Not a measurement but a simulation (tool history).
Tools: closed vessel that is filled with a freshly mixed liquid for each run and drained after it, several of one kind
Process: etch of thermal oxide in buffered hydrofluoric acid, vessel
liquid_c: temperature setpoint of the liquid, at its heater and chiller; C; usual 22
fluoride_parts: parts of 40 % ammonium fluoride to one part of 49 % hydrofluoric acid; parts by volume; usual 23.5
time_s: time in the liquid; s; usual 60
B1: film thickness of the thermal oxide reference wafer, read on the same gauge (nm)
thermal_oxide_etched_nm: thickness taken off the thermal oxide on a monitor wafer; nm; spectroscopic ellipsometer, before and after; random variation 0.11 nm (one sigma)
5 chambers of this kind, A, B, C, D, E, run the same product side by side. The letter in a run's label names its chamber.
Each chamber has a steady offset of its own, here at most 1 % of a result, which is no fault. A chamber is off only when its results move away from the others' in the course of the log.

run 1C hour=9.0 | liquid_c=22 fluoride_parts=23.5 time_s=60 | B1=109.94 | thermal_oxide_etched_nm=28.837
run 2B hour=18.8 | liquid_c=22 fluoride_parts=23.5 time_s=60 | B1=109.98 | thermal_oxide_etched_nm=29.016
run 3D hour=30.0 | liquid_c=22 fluoride_parts=23.5 time_s=60 | B1=110.03 | thermal_oxide_etched_nm=28.932
run 4A hour=39.8 | liquid_c=22 fluoride_parts=23.5 time_s=60 | B1=110.00 | thermal_oxide_etched_nm=28.988
run 5E hour=47.1 | liquid_c=22 fluoride_parts=23.5 time_s=60 | B1=109.97 | thermal_oxide_etched_nm=28.935
run 6A hour=60.9 | liquid_c=22 fluoride_parts=23.5 time_s=60 | B1=110.00 | thermal_oxide_etched_nm=28.835
run 7B hour=70.9 | liquid_c=22 fluoride_parts=23.5 time_s=35 | B1=109.97 | thermal_oxide_etched_nm=16.933
run 8E hour=79.6 | liquid_c=22 fluoride_parts=23.5 time_s=35 | B1=110.00 | thermal_oxide_etched_nm=16.881
run 9C hour=90.9 | liquid_c=22 fluoride_parts=23.5 time_s=35 | B1=110.02 | thermal_oxide_etched_nm=16.796
run 10D hour=100.2 | liquid_c=22 fluoride_parts=23.5 time_s=35 | B1=109.98 | thermal_oxide_etched_nm=17.016
run 11A hour=112.2 | liquid_c=22 fluoride_parts=23.5 time_s=35 | B1=109.97 | thermal_oxide_etched_nm=16.886
run 12D hour=121.1 | liquid_c=22 fluoride_parts=23.5 time_s=60 | B1=110.02 | thermal_oxide_etched_nm=29.112
run 13C hour=128.9 | liquid_c=22 fluoride_parts=23.5 time_s=60 | B1=110.01 | thermal_oxide_etched_nm=28.867
run 14B hour=135.7 | liquid_c=22 fluoride_parts=23.5 time_s=60 | B1=110.03 | thermal_oxide_etched_nm=29.037
run 15E hour=144.3 | liquid_c=22 fluoride_parts=23.5 time_s=60 | B1=110.04 | thermal_oxide_etched_nm=28.818
run 16A hour=151.7 | liquid_c=22 fluoride_parts=23.5 time_s=60 | B1=109.99 | thermal_oxide_etched_nm=29.043
run 17B hour=160.9 | liquid_c=22 fluoride_parts=23.5 time_s=60 | B1=110.02 | thermal_oxide_etched_nm=29.048
run 18D hour=173.1 | liquid_c=25 fluoride_parts=23.5 time_s=45 | B1=110.01 | thermal_oxide_etched_nm=26.015
run 19C hour=184.2 | liquid_c=25 fluoride_parts=23.5 time_s=45 | B1=110.01 | thermal_oxide_etched_nm=25.409
run 20E hour=193.7 | liquid_c=25 fluoride_parts=23.5 time_s=45 | B1=109.95 | thermal_oxide_etched_nm=25.643
run 21A hour=202.4 | liquid_c=25 fluoride_parts=23.5 time_s=45 | B1=109.99 | thermal_oxide_etched_nm=25.440
run 22C hour=213.9 | liquid_c=25 fluoride_parts=23.5 time_s=45 | B1=109.99 | thermal_oxide_etched_nm=25.555
run 23D hour=221.5 | liquid_c=22 fluoride_parts=23.5 time_s=60 | B1=109.95 | thermal_oxide_etched_nm=29.834
run 24E hour=229.4 | liquid_c=22 fluoride_parts=23.5 time_s=60 | B1=110.01 | thermal_oxide_etched_nm=28.953
run 25B hour=238.0 | liquid_c=22 fluoride_parts=23.5 time_s=60 | B1=109.99 | thermal_oxide_etched_nm=28.970
run 26D hour=248.6 | liquid_c=22 fluoride_parts=23.5 time_s=60 | B1=109.99 | thermal_oxide_etched_nm=29.944
run 27B hour=258.0 | liquid_c=22 fluoride_parts=23.5 time_s=60 | B1=110.06 | thermal_oxide_etched_nm=29.103
run 28C hour=265.0 | liquid_c=22 fluoride_parts=23.5 time_s=60 | B1=110.05 | thermal_oxide_etched_nm=28.676
run 29A hour=278.5 | liquid_c=22 fluoride_parts=23.5 time_s=60 | B1=110.03 | thermal_oxide_etched_nm=28.830
run 30E hour=291.6 | liquid_c=22 fluoride_parts=28.5 time_s=60 | B1=110.01 | thermal_oxide_etched_nm=25.661
run 31B hour=302.3 | liquid_c=22 fluoride_parts=28.5 time_s=60 | B1=109.97 | thermal_oxide_etched_nm=25.495
run 32D hour=311.8 | liquid_c=22 fluoride_parts=28.5 time_s=60 | B1=109.97 | thermal_oxide_etched_nm=26.625

Is one chamber off against the others, does the gauge drift, or is nothing wrong? If a chamber is off, say which, and what the likeliest cause is.

Chamber D drifts away from the others.
Cause: liquid hotter than its thermometer reads (K) = 0.824.
The log may not tell that from: hydrofluoric acid flow above the setpoint (%).

Here are 4 candidates for chamber D's next run, each the usual settings with a change, their results left as question marks. Which one brings its results back in line with what the others give on the usual settings?
In line means no further than this from the other chambers' mean on the usual settings: thermal_oxide_etched_nm 0.380 nm
run 33D-1 hour=322.0 | liquid_c=21.5 fluoride_parts=24.5 time_s=60 | thermal_oxide_etched_nm=?
run 33D-2 hour=322.0 | liquid_c=22.5 fluoride_parts=23.5 time_s=60 | thermal_oxide_etched_nm=?
run 33D-3 hour=322.0 | liquid_c=23.0 fluoride_parts=23.5 time_s=60 | thermal_oxide_etched_nm=?
run 33D-4 hour=322.0 | liquid_c=21.5 fluoride_parts=23.5 time_s=60 | thermal_oxide_etched_nm=?

The other chambers' mean on the usual settings: thermal_oxide_etched_nm 28.954 nm
run=33D-1 thermal_oxide_etched_nm=28.815
run=33D-2 thermal_oxide_etched_nm=31.349
run=33D-3 thermal_oxide_etched_nm=32.223
run=33D-4 thermal_oxide_etched_nm=29.648
33D-1 brings the chamber back in line.
